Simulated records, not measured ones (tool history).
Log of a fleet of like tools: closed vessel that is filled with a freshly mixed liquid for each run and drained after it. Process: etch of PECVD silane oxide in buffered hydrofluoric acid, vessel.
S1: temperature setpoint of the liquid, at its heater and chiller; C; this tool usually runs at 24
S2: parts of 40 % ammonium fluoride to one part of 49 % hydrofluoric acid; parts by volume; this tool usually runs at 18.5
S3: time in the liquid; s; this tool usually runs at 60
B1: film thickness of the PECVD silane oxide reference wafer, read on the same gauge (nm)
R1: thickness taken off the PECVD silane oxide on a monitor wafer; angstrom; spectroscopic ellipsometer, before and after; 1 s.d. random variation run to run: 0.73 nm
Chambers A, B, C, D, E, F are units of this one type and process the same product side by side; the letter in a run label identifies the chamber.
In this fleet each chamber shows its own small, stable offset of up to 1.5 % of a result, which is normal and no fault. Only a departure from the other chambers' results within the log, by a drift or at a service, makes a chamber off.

{"run": "1A", "hour": 12.4, "S1": 24, "S2": 18.5, "S3": 60, "B1": 70.034, "R1": 1674.5}
{"run": "2B", "hour": 20.3, "S1": 24, "S2": 18.5, "S3": 60, "B1": 70.033, "R1": 1647.0}
{"run": "3C", "hour": 30.9, "S1": 24, "S2": 18.5, "S3": 60, "B1": 70.029, "R1": 1631.0}
{"run": "4E", "hour": 38.4, "S1": 24, "S2": 18.5, "S3": 60, "B1": 69.997, "R1": 1666.3}
{"run": "5D", "hour": 48.0, "S1": 24, "S2": 18.5, "S3": 60, "B1": 70.006, "R1": 1660.6}
{"run": "6F", "hour": 62.1, "S1": 24, "S2": 18.5, "S3": 60, "B1": 69.98, "R1": 1669.5}
{"run": "7C", "hour": 69.0, "S1": 24, "S2": 18.5, "S3": 60, "B1": 70.027, "R1": 1633.9}
{"run": "8E", "hour": 81.0, "S1": 24, "S2": 18.5, "S3": 60, "B1": 70.02, "R1": 1671.0}
{"run": "9F", "hour": 95.1, "S1": 24, "S2": 18.5, "S3": 60, "B1": 70.017, "R1": 1660.1}
{"run": "10A", "hour": 104.9, "S1": 22, "S2": 18.5, "S3": 40, "B1": 69.978, "R1": 1003.8}
{"run": "11D", "hour": 111.9, "S1": 22, "S2": 18.5, "S3": 40, "B1": 70.043, "R1": 980.92}
{"hour": 115.3, "done": "chamber A: hydrofluoric acid flow meter replaced"}
{"run": "12B", "hour": 125.3, "S1": 22, "S2": 18.5, "S3": 40, "B1": 69.991, "R1": 983.56}
{"run": "13A", "hour": 139.3, "S1": 22, "S2": 18.5, "S3": 40, "B1": 70.024, "R1": 1005.0}
{"run": "14E", "hour": 147.4, "S1": 22, "S2": 18.5, "S3": 40, "B1": 70.001, "R1": 993.76}
{"run": "15B", "hour": 155.0, "S1": 22, "S2": 18.5, "S3": 40, "B1": 69.969, "R1": 979.21}
{"hour": 165.6, "done": "chamber D: hydrofluoric acid flow meter replaced"}
{"run": "16C", "hour": 167.1, "S1": 24, "S2": 24.0, "S3": 90, "B1": 70.004, "R1": 2013.7}
{"run": "17F", "hour": 177.2, "S1": 24, "S2": 24.0, "S3": 90, "B1": 70.005, "R1": 2050.0}
{"run": "18D", "hour": 184.7, "S1": 24, "S2": 24.0, "S3": 90, "B1": 70.0, "R1": 2029.8}
{"run": "19C", "hour": 196.3, "S1": 24, "S2": 24.0, "S3": 90, "B1": 70.044, "R1": 2016.1}
{"run": "20E", "hour": 208.9, "S1": 24, "S2": 24.0, "S3": 90, "B1": 69.984, "R1": 2030.9}
{"run": "21A", "hour": 222.8, "S1": 24, "S2": 24.0, "S3": 90, "B1": 69.993, "R1": 2055.8}
{"run": "22D", "hour": 232.2, "S1": 21, "S2": 18.5, "S3": 60, "B1": 70.028, "R1": 1400.7}
{"run": "23F", "hour": 245.1, "S1": 21, "S2": 18.5, "S3": 60, "B1": 69.977, "R1": 1411.6}
{"run": "24B", "hour": 253.6, "S1": 21, "S2": 18.5, "S3": 60, "B1": 70.01, "R1": 1372.0}
{"run": "25C", "hour": 266.1, "S1": 21, "S2": 18.5, "S3": 60, "B1": 70.022, "R1": 1389.3}
{"run": "26A", "hour": 278.8, "S1": 21, "S2": 18.5, "S3": 60, "B1": 69.995, "R1": 1419.4}
{"run": "27E", "hour": 288.5, "S1": 21, "S2": 18.5, "S3": 60, "B1": 69.982, "R1": 1403.2}
{"hour": 293.5, "done": "chamber F: thermometer replaced"}
{"run": "28D", "hour": 298.8, "S1": 24, "S2": 18.5, "S3": 60, "B1": 69.998, "R1": 1644.1}
{"run": "29B", "hour": 307.1, "S1": 24, "S2": 18.5, "S3": 60, "B1": 69.982, "R1": 1601.0}
{"run": "30F", "hour": 316.3, "S1": 24, "S2": 18.5, "S3": 60, "B1": 70.058, "R1": 1659.2}
{"run": "31F", "hour": 329.4, "S1": 24, "S2": 18.5, "S3": 60, "B1": 70.023, "R1": 1663.5}
{"run": "32E", "hour": 338.4, "S1": 24, "S2": 18.5, "S3": 60, "B1": 69.98, "R1": 1647.3}
{"run": "33C", "hour": 347.3, "S1": 29, "S2": 13.0, "S3": 60, "B1": 69.961, "R1": 3018.3}
{"run": "34D", "hour": 357.5, "S1": 29, "S2": 13.0, "S3": 60, "B1": 69.985, "R1": 3047.9}
{"run": "35A", "hour": 370.4, "S1": 29, "S2": 13.0, "S3": 60, "B1": 70.029, "R1": 3104.7}
{"run": "36B", "hour": 379.8, "S1": 29, "S2": 13.0, "S3": 60, "B1": 69.976, "R1": 2917.4}
{"run": "37F", "hour": 390.9, "S1": 29, "S2": 13.0, "S3": 60, "B1": 70.026, "R1": 3083.6}
{"run": "38E", "hour": 398.3, "S1": 29, "S2": 13.0, "S3": 60, "B1": 70.011, "R1": 3038.6}
{"hour": 400.7, "done": "chamber D: thermometer replaced"}
{"run": "39A", "hour": 404.7, "S1": 24, "S2": 18.5, "S3": 60, "B1": 69.975, "R1": 1675.8}
{"run": "40D", "hour": 411.5, "S1": 24, "S2": 18.5, "S3": 60, "B1": 69.981, "R1": 1651.5}

Read the log: is a single chamber off, either drifting away or since a service, is the gauge that measures every chamber drifting, or is nothing wrong beyond small per-chamber offsets? Name any odd chamber and what most likely caused it.

Chamber B drifts away from the others.
Likeliest cause: hydrofluoric acid flow below the setpoint (%) = 4.35.
The log might look much the same if the cause were instead: liquid colder than its thermometer reads (K).

Below are 4 candidate recipes for chamber B's next run, each the usual settings with a change, their results shown as question marks. Which of them brings B's results back in line with what the other chambers give on the usual settings?
To be in line, a result may differ from the other chambers' mean on the usual settings by at most: R1 25.00 angstrom
{"run": "41B-1", "hour": 421.7, "S1": 23.0, "S2": 18.5, "S3": 60, "R1": "?"}
{"run": "41B-2", "hour": 421.7, "S1": 24.5, "S2": 18.0, "S3": 60, "R1": "?"}
{"run": "41B-3", "hour": 421.7, "S1": 24.0, "S2": 19.0, "S3": 60, "R1": "?"}
{"run": "41B-4", "hour": 421.7, "S1": 24.0, "S2": 18.0, "S3": 60, "R1": "?"}

Other chambers, usual settings, mean: R1 1659.20 angstrom
run=41B-1 R1=1487.80
run=41B-2 R1=1659.60
run=41B-3 R1=1530.90
run=41B-4 R1=1614.80
With 41B-2, the chamber falls back in line with the rest.

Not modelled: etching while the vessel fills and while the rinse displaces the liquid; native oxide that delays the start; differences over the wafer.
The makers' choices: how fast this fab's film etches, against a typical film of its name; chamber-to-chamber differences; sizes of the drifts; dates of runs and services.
